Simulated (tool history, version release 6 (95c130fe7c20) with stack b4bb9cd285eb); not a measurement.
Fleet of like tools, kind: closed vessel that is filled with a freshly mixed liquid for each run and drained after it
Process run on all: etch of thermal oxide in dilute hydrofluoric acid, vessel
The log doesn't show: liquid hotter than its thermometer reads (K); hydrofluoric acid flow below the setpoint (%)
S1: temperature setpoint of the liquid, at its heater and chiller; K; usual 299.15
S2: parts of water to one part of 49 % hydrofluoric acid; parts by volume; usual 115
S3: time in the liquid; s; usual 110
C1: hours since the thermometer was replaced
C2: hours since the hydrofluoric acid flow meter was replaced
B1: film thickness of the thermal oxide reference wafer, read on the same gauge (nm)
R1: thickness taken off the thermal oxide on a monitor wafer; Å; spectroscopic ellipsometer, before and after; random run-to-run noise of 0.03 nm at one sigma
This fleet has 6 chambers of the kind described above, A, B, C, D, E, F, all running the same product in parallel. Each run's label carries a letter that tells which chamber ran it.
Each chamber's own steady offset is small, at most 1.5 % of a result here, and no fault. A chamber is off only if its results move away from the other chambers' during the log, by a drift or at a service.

run 1D hour=7.6 | S1=299.15 S2=115 S3=110 | C1=83.6 C2=382.9 | B1=100.020 | R1=47.231
run 2B hour=18.2 | S1=299.15 S2=115 S3=110 | C1=352.3 C2=1000.9 | B1=99.984 | R1=47.649
run 3A hour=26.7 | S1=299.15 S2=115 S3=110 | C1=509.1 C2=628.5 | B1=100.030 | R1=47.463
run 4C hour=34.3 | S1=299.15 S2=115 S3=110 | C1=415.2 C2=247.0 | B1=99.975 | R1=48.072
run 5E hour=42.1 | S1=299.15 S2=115 S3=110 | C1=1996.8 C2=895.9 | B1=99.999 | R1=46.937
run 6F hour=48.5 | S1=299.15 S2=115 S3=110 | C1=115.2 C2=236.4 | B1=99.994 | R1=47.664
run 7B hour=57.0 | S1=299.15 S2=115 S3=110 | C1=391.1 C2=1039.7 | B1=100.020 | R1=46.737
run 8A hour=64.2 | S1=299.15 S2=115 S3=110 | C1=546.6 C2=666.0 | B1=100.000 | R1=47.643
run 9F hour=76.8 | S1=299.15 S2=115 S3=110 | C1=143.5 C2=264.7 | B1=99.990 | R1=48.040
run 10D hour=89.1 | S1=299.15 S2=115 S3=110 | C1=165.1 C2=464.4 | B1=100.010 | R1=46.841
run 11C hour=95.0 | S1=299.15 S2=115 S3=110 | C1=475.9 C2=307.7 | B1=100.000 | R1=47.653
run 12E hour=105.7 | S1=296.65 S2=75 S3=110 | C1=2060.4 C2=959.5 | B1=99.999 | R1=68.643
run 13F hour=114.6 | S1=296.65 S2=75 S3=110 | C1=181.3 C2=302.5 | B1=99.992 | R1=69.288
run 14D hour=124.4 | S1=296.65 S2=75 S3=110 | C1=200.4 C2=499.7 | B1=99.971 | R1=68.090
run 15A hour=132.5 | S1=296.65 S2=75 S3=110 | C1=614.9 C2=734.3 | B1=99.989 | R1=69.350
run 16C hour=142.9 | S1=296.65 S2=75 S3=110 | C1=523.8 C2=355.6 | B1=100.010 | R1=69.669
run 17E hour=151.1 | S1=296.65 S2=75 S3=110 | C1=2105.8 C2=1004.9 | B1=100.000 | R1=69.030
run 18B hour=160.8 | S1=299.15 S2=115 S3=110 | C1=494.9 C2=1143.5 | B1=99.993 | R1=47.217
run 19C hour=168.7 | S1=299.15 S2=75 S3=140 | C1=549.6 C2=381.4 | B1=100.010 | R1=98.407
run 20B hour=178.2 | S1=299.15 S2=75 S3=140 | C1=512.3 C2=1160.9 | B1=100.010 | R1=96.814
run 21A hour=190.1 | S1=299.15 S2=75 S3=140 | C1=672.5 C2=791.9 | B1=99.987 | R1=97.950
run 22D hour=198.2 | S1=299.15 S2=75 S3=140 | C1=274.2 C2=573.5 | B1=100.000 | R1=95.674
run 23E hour=210.8 | S1=299.15 S2=75 S3=140 | C1=2165.5 C2=1064.6 | B1=99.984 | R1=96.871
run 24F hour=223.2 | S1=299.15 S2=75 S3=140 | C1=289.9 C2=411.1 | B1=99.995 | R1=98.891
run 25E hour=229.4 | S1=299.15 S2=115 S3=110 | C1=2184.1 C2=1083.2 | B1=99.992 | R1=46.641
run 26A hour=242.4 | S1=299.15 S2=140 S3=110 | C1=724.8 C2=844.2 | B1=99.989 | R1=37.093
run 27C hour=252.4 | S1=299.15 S2=140 S3=110 | C1=633.3 C2=465.1 | B1=100.000 | R1=37.790
run 28F hour=260.1 | S1=299.15 S2=140 S3=110 | C1=326.8 C2=448.0 | B1=99.997 | R1=38.241
run 29B hour=268.0 | S1=299.15 S2=140 S3=110 | C1=602.1 C2=1250.7 | B1=100.000 | R1=37.516
run 30D hour=275.8 | S1=299.15 S2=140 S3=110 | C1=351.8 C2=651.1 | B1=99.995 | R1=35.362
run 31B hour=283.8 | S1=299.15 S2=140 S3=110 | C1=617.9 C2=1266.5 | B1=99.994 | R1=37.849
run 32A hour=293.9 | S1=299.15 S2=115 S3=110 | C1=776.3 C2=895.7 | B1=99.999 | R1=47.048
run 33C hour=300.6 | S1=299.15 S2=115 S3=110 | C1=681.5 C2=513.3 | B1=99.989 | R1=47.621
run 34E hour=306.2 | S1=299.15 S2=115 S3=110 | C1=2260.9 C2=1160.0 | B1=100.000 | R1=46.941
run 35F hour=315.3 | S1=299.15 S2=115 S3=110 | C1=382.0 C2=503.2 | B1=100.010 | R1=47.685
run 36D hour=326.6 | S1=299.15 S2=115 S3=110 | C1=402.6 C2=701.9 | B1=100.010 | R1=43.985
run 37C hour=334.7 | S1=299.15 S2=115 S3=110 | C1=715.6 C2=547.4 | B1=99.985 | R1=47.965
run 38F hour=342.5 | S1=299.15 S2=115 S3=110 | C1=409.2 C2=530.4 | B1=99.989 | R1=47.833
run 39B hour=351.6 | S1=299.15 S2=115 S3=110 | C1=685.7 C2=1334.3 | B1=99.995 | R1=46.877
run 40D hour=358.3 | S1=299.15 S2=115 S3=110 | C1=434.3 C2=733.6 | B1=100.000 | R1=43.683
run 41A hour=370.1 | S1=299.15 S2=115 S3=110 | C1=852.5 C2=971.9 | B1=99.998 | R1=47.039
run 42E hour=381.5 | S1=299.15 S2=115 S3=110 | C1=2336.2 C2=1235.3 | B1=100.010 | R1=47.003
run 43F hour=389.6 | S1=299.15 S2=115 S3=110 | C1=456.3 C2=577.5 | B1=100.010 | R1=47.181

The same settings go to every chamber for the next run, one line per chamber below. Forecast the results for each:
run 44A hour=398.9 | S1=299.15 S2=115 S3=110 | R1=?
run 44B hour=398.9 | S1=299.15 S2=115 S3=110 | R1=?
run 44C hour=398.9 | S1=299.15 S2=115 S3=110 | R1=?
run 44D hour=398.9 | S1=299.15 S2=115 S3=110 | R1=?
run 44E hour=398.9 | S1=299.15 S2=115 S3=110 | R1=?
run 44F hour=398.9 | S1=299.15 S2=115 S3=110 | R1=?

run=44A R1=47.419
run=44B R1=46.911
run=44C R1=47.686
run=44D R1=43.014
run=44E R1=47.385
run=44F R1=47.655

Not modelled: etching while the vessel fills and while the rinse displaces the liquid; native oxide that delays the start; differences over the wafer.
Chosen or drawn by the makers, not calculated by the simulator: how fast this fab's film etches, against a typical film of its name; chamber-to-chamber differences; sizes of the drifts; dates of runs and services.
